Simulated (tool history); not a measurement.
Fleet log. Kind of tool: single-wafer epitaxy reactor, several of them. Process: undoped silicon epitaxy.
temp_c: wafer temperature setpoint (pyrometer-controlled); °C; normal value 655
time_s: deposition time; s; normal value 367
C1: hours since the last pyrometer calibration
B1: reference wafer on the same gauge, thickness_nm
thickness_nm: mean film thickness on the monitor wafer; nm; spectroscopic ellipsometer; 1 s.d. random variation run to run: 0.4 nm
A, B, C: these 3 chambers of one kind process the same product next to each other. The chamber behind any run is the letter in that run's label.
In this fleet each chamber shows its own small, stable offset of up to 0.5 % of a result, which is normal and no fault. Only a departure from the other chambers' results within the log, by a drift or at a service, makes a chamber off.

{"run": "1C", "hour": 2.2, "temp_c": 655, "time_s": 367, "C1": 463.0, "B1": 73.534, "thickness_nm": 68.523}
{"run": "2B", "hour": 6.3, "temp_c": 655, "time_s": 367, "C1": 2836.2, "B1": 73.448, "thickness_nm": 69.263}
{"run": "3A", "hour": 10.5, "temp_c": 655, "time_s": 367, "C1": 1733.8, "B1": 73.441, "thickness_nm": 69.176}
{"run": "4A", "hour": 12.9, "temp_c": 655, "time_s": 367, "C1": 1736.2, "B1": 73.392, "thickness_nm": 68.491}
{"run": "5B", "hour": 15.7, "temp_c": 655, "time_s": 367, "C1": 2845.6, "B1": 73.402, "thickness_nm": 69.668}
{"run": "6C", "hour": 18.1, "temp_c": 655, "time_s": 367, "C1": 478.9, "B1": 73.413, "thickness_nm": 68.97}
{"hour": 19.9, "done": "chamber B: pyrometer calibrated"}
{"run": "7A", "hour": 20.6, "temp_c": 655, "time_s": 367, "C1": 1743.9, "B1": 73.409, "thickness_nm": 68.72}
{"run": "8B", "hour": 25.3, "temp_c": 655, "time_s": 367, "C1": 5.4, "B1": 73.323, "thickness_nm": 69.009}
{"run": "9C", "hour": 27.5, "temp_c": 655, "time_s": 367, "C1": 488.3, "B1": 73.364, "thickness_nm": 67.949}
{"run": "10B", "hour": 30.6, "temp_c": 655, "time_s": 367, "C1": 10.7, "B1": 73.538, "thickness_nm": 69.604}
{"run": "11A", "hour": 34.2, "temp_c": 669, "time_s": 367, "C1": 1757.5, "B1": 73.325, "thickness_nm": 92.396}
{"run": "12C", "hour": 39.0, "temp_c": 669, "time_s": 367, "C1": 499.8, "B1": 73.403, "thickness_nm": 93.059}
{"run": "13B", "hour": 42.9, "temp_c": 669, "time_s": 367, "C1": 23.0, "B1": 73.474, "thickness_nm": 92.486}
{"run": "14C", "hour": 47.0, "temp_c": 655, "time_s": 367, "C1": 507.8, "B1": 73.474, "thickness_nm": 67.936}
{"run": "15A", "hour": 50.5, "temp_c": 655, "time_s": 367, "C1": 1773.8, "B1": 73.407, "thickness_nm": 68.215}
{"run": "16A", "hour": 54.2, "temp_c": 655, "time_s": 367, "C1": 1777.5, "B1": 73.357, "thickness_nm": 68.534}
{"run": "17C", "hour": 58.6, "temp_c": 655, "time_s": 367, "C1": 519.4, "B1": 73.411, "thickness_nm": 68.124}
{"run": "18B", "hour": 61.7, "temp_c": 655, "time_s": 367, "C1": 41.8, "B1": 73.396, "thickness_nm": 69.039}
{"run": "19B", "hour": 66.1, "temp_c": 646, "time_s": 367, "C1": 46.2, "B1": 73.378, "thickness_nm": 56.618}
{"run": "20A", "hour": 68.4, "temp_c": 646, "time_s": 367, "C1": 1791.7, "B1": 73.463, "thickness_nm": 56.764}
{"run": "21C", "hour": 73.2, "temp_c": 646, "time_s": 367, "C1": 534.0, "B1": 73.409, "thickness_nm": 54.556}
{"run": "22C", "hour": 78.0, "temp_c": 655, "time_s": 367, "C1": 538.8, "B1": 73.446, "thickness_nm": 66.563}
{"run": "23A", "hour": 82.4, "temp_c": 655, "time_s": 367, "C1": 1805.7, "B1": 73.384, "thickness_nm": 68.694}
{"run": "24B", "hour": 85.1, "temp_c": 655, "time_s": 367, "C1": 65.2, "B1": 73.347, "thickness_nm": 68.873}
{"run": "25C", "hour": 88.8, "temp_c": 655, "time_s": 367, "C1": 549.6, "B1": 73.406, "thickness_nm": 66.412}
{"run": "26B", "hour": 93.4, "temp_c": 655, "time_s": 367, "C1": 73.5, "B1": 73.342, "thickness_nm": 69.36}
{"run": "27A", "hour": 97.4, "temp_c": 655, "time_s": 367, "C1": 1820.7, "B1": 73.4, "thickness_nm": 68.941}
{"run": "28B", "hour": 101.1, "temp_c": 655, "time_s": 367, "C1": 81.2, "B1": 73.47, "thickness_nm": 69.377}
{"run": "29A", "hour": 103.6, "temp_c": 655, "time_s": 367, "C1": 1826.9, "B1": 73.377, "thickness_nm": 69.428}

All chambers now run identical settings, listed one chamber a line with results as question marks. What results will each chamber show?
{"run": "30A", "hour": 107.1, "temp_c": 655, "time_s": 367, "thickness_nm": "?"}
{"run": "30B", "hour": 107.1, "temp_c": 655, "time_s": 367, "thickness_nm": "?"}
{"run": "30C", "hour": 107.1, "temp_c": 655, "time_s": 367, "thickness_nm": "?"}

run=30A thickness_nm=69.220
run=30B thickness_nm=68.864
run=30C thickness_nm=65.694
